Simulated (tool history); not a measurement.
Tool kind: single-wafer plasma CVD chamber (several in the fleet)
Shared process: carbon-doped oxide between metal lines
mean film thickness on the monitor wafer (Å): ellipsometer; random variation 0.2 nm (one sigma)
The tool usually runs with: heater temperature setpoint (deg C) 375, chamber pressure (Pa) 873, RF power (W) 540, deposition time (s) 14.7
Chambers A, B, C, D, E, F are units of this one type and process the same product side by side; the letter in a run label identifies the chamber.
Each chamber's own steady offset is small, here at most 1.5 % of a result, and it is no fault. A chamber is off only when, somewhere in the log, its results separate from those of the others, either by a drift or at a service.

run,hour,heater temperature setpoint (deg C),chamber pressure (Pa),RF power (W),deposition time (s),hours since the last thermocouple change,hours since the last RF generator calibration,hours since the last manometer calibration,"read-back reference wafer on the same gauge, thickness_nm",mean film thickness on the monitor wafer (Å)
1B,2.8,375,873,540,14.7,1069.8,596.8,2615.8,73.964,776.53
2E,6.9,375,873,540,14.7,114.5,1110.0,163.1,73.958,764.57
3F,9.7,375,873,540,14.7,26.3,1310.6,1248.0,73.860,771.91
4A,12.1,375,873,540,14.7,1403.5,1051.1,307.9,73.895,778.65
5D,14.9,375,873,540,14.7,879.5,324.1,851.3,73.942,777.17
6C,18.0,375,873,540,14.7,619.0,994.2,891.6,73.911,785.61
7C,20.2,375,873,540,14.7,621.2,996.4,893.8,73.946,779.71
8B,24.5,375,873,540,14.7,1091.5,618.5,2637.5,73.893,776.73
9F,28.7,375,873,540,14.7,45.3,1329.6,1267.0,73.939,771.10
10A,30.7,388,873,540,14.7,1422.1,1069.7,326.5,73.916,756.51
11D,33.7,388,873,540,14.7,898.3,342.9,870.1,73.907,752.92
# hour 35.2: chamber B: thermocouple changed; heater temperature recalibrated
12E,35.7,388,873,540,14.7,143.3,1138.8,191.9,73.937,743.07
13E,37.6,388,873,540,14.7,145.2,1140.7,193.8,73.922,743.26
# hour 38.7: chamber A: thermocouple changed; heater temperature recalibrated
14C,41.2,388,873,540,14.7,642.2,1017.4,914.8,73.941,764.70
15F,43.9,388,873,540,14.7,60.5,1344.8,1282.2,73.873,754.58
16D,47.7,375,873,540,14.7,912.3,356.9,884.1,73.860,772.97
# hour 48.2: chamber B: capacitance manometer re-zeroed and calibrated
17B,50.2,375,873,540,14.7,15.0,644.2,2.0,73.885,778.81
18A,54.2,375,873,540,14.7,15.5,1093.2,350.0,73.818,774.32
19E,58.1,375,873,540,14.7,165.7,1161.2,214.3,73.919,754.02
20F,60.7,375,873,540,14.7,77.3,1361.6,1299.0,73.900,773.16
21A,63.4,375,873,540,14.7,24.7,1102.4,359.2,73.891,779.78
22D,65.4,375,873,540,14.7,930.0,374.6,901.8,73.922,772.68
23B,67.6,375,873,540,14.7,32.4,661.6,19.4,73.901,774.06
24C,70.4,375,873,540,14.7,671.4,1046.6,944.0,73.902,785.13
25D,74.5,375,873,540,14.7,939.1,383.7,910.9,73.929,772.82
26F,76.5,375,873,540,14.7,93.1,1377.4,1314.8,73.880,773.62
27B,79.6,375,873,540,14.7,44.4,673.6,31.4,73.925,780.48
28E,83.4,385,873,540,13.0,191.0,1186.5,239.6,73.855,649.00
29A,86.0,385,873,540,13.0,47.3,1125.0,381.8,73.889,674.53
30C,89.0,385,873,540,13.0,690.0,1065.2,962.6,73.898,681.35
31A,91.0,385,873,540,13.0,52.3,1130.0,386.8,73.909,675.53
32E,94.1,385,873,540,13.0,201.7,1197.2,250.3,73.889,646.91
33C,97.8,385,873,540,13.0,698.8,1074.0,971.4,73.942,678.84
34B,100.7,375,873,540,16.0,65.5,694.7,52.5,73.948,844.14
35F,104.8,375,873,540,16.0,121.4,1405.7,1343.1,73.917,840.97
36D,107.3,375,873,540,16.0,971.9,416.5,943.7,73.957,836.42
37F,110.0,375,873,540,16.0,126.6,1410.9,1348.3,73.901,842.48
38E,113.0,375,873,540,16.0,220.6,1216.1,269.2,73.883,801.35

Next, every chamber runs the same settings. What will each give?
39A,116.1,375,873,620,14.7,,,,,?
39B,116.1,375,873,620,14.7,,,,,?
39C,116.1,375,873,620,14.7,,,,,?
39D,116.1,375,873,620,14.7,,,,,?
39E,116.1,375,873,620,14.7,,,,,?
39F,116.1,375,873,620,14.7,,,,,?

run,mean film thickness on the monitor wafer (Å)
39A,847.58
39B,847.22
39C,848.58
39D,841.98
39E,809.54
39F,838.76

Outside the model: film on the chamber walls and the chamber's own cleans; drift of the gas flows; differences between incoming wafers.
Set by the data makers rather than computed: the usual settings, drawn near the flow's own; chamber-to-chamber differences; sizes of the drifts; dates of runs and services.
